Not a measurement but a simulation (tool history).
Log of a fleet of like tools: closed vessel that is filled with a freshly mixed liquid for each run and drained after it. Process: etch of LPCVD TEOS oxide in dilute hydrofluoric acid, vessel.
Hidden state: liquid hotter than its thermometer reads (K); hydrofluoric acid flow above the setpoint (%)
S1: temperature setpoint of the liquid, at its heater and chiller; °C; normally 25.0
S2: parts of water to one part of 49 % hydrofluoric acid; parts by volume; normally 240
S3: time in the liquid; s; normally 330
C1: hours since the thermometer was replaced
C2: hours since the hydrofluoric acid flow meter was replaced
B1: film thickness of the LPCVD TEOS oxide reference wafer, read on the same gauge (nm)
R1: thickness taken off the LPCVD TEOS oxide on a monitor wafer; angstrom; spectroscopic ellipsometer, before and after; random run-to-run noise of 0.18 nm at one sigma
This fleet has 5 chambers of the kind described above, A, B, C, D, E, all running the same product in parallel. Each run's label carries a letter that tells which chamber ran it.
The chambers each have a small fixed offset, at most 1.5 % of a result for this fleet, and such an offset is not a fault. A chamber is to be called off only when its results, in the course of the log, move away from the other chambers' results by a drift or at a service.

run,day,S1,S2,S3,C1,C2,B1,R1
1E,0.425,25.0,240,330,1592.2,618.9,39.961,360.92
2C,0.729,25.0,240,330,1606.0,338.4,39.974,358.35
3D,1.125,25.0,240,330,2299.4,702.5,40.014,350.22
4A,1.383,25.0,240,330,803.5,160.9,39.972,357.75
5B,1.575,25.0,240,330,652.6,606.7,40.009,352.32
6E,1.929,25.0,240,330,1628.3,655.0,40.014,356.50
7D,2.267,25.0,240,330,2326.8,729.9,39.954,355.54
8C,2.671,25.0,240,330,1652.6,385.0,40.019,359.54
9B,2.888,25.0,320,330,684.1,638.2,39.973,242.14
10A,3.221,25.0,320,330,847.6,205.0,39.953,246.53
11B,3.567,25.0,320,330,700.4,654.5,39.967,243.55
12E,3.979,25.0,320,330,1677.5,704.2,40.024,249.74
13D,4.242,25.0,320,330,2374.2,777.3,40.019,245.07
# day 4.483: chamber B: thermometer replaced
14A,4.617,25.0,240,330,881.1,238.5,40.006,360.82
15C,4.967,22.5,240,330,1707.7,440.1,39.970,324.12
16E,5.354,22.5,240,330,1710.5,737.2,39.988,327.08
17A,5.588,22.5,240,330,904.4,261.8,39.947,329.74
18D,6.012,22.5,240,330,2416.7,819.8,40.019,323.59
19B,6.200,22.5,240,330,41.3,717.7,39.997,320.05
20C,6.438,25.0,240,330,1743.0,475.4,40.000,359.08
21C,6.762,25.0,240,330,1750.8,483.2,39.998,353.47
22D,7.188,22.0,180,330,2444.9,848.0,39.971,453.06
23E,7.454,22.0,180,330,1760.9,787.6,40.006,448.61
24A,7.646,22.0,180,330,953.8,311.2,40.003,465.80
25B,8.042,22.0,180,330,85.5,761.9,40.032,444.47
26E,8.462,22.0,180,330,1785.1,811.8,39.998,450.50
27D,8.858,25.0,240,330,2485.0,888.1,39.994,354.35
28B,9.250,25.0,240,330,114.5,790.9,39.987,350.08
29A,9.492,25.0,240,330,998.1,355.5,39.974,371.92
# day 9.796: chamber D: hydrofluoric acid flow meter replaced
30C,9.796,25.0,240,330,1823.6,556.0,39.998,361.15
31D,10.079,25.0,240,330,2514.3,6.8,39.985,355.06
32B,10.458,25.0,240,330,143.5,819.9,39.995,349.05
33C,10.875,25.0,240,330,1849.5,581.9,40.009,360.26
34E,11.275,25.0,240,330,1852.6,879.3,40.013,354.08
35A,11.496,25.0,240,330,1046.2,403.6,40.012,384.13

All chambers now run identical settings, listed one chamber a line with results as question marks. What results will each chamber show?
36A,11.804,25.0,240,330,,,,?
36B,11.804,25.0,240,330,,,,?
36C,11.804,25.0,240,330,,,,?
36D,11.804,25.0,240,330,,,,?
36E,11.804,25.0,240,330,,,,?

run,R1
36A,386.60
36B,348.97
36C,353.88
36D,351.71
36E,358.67
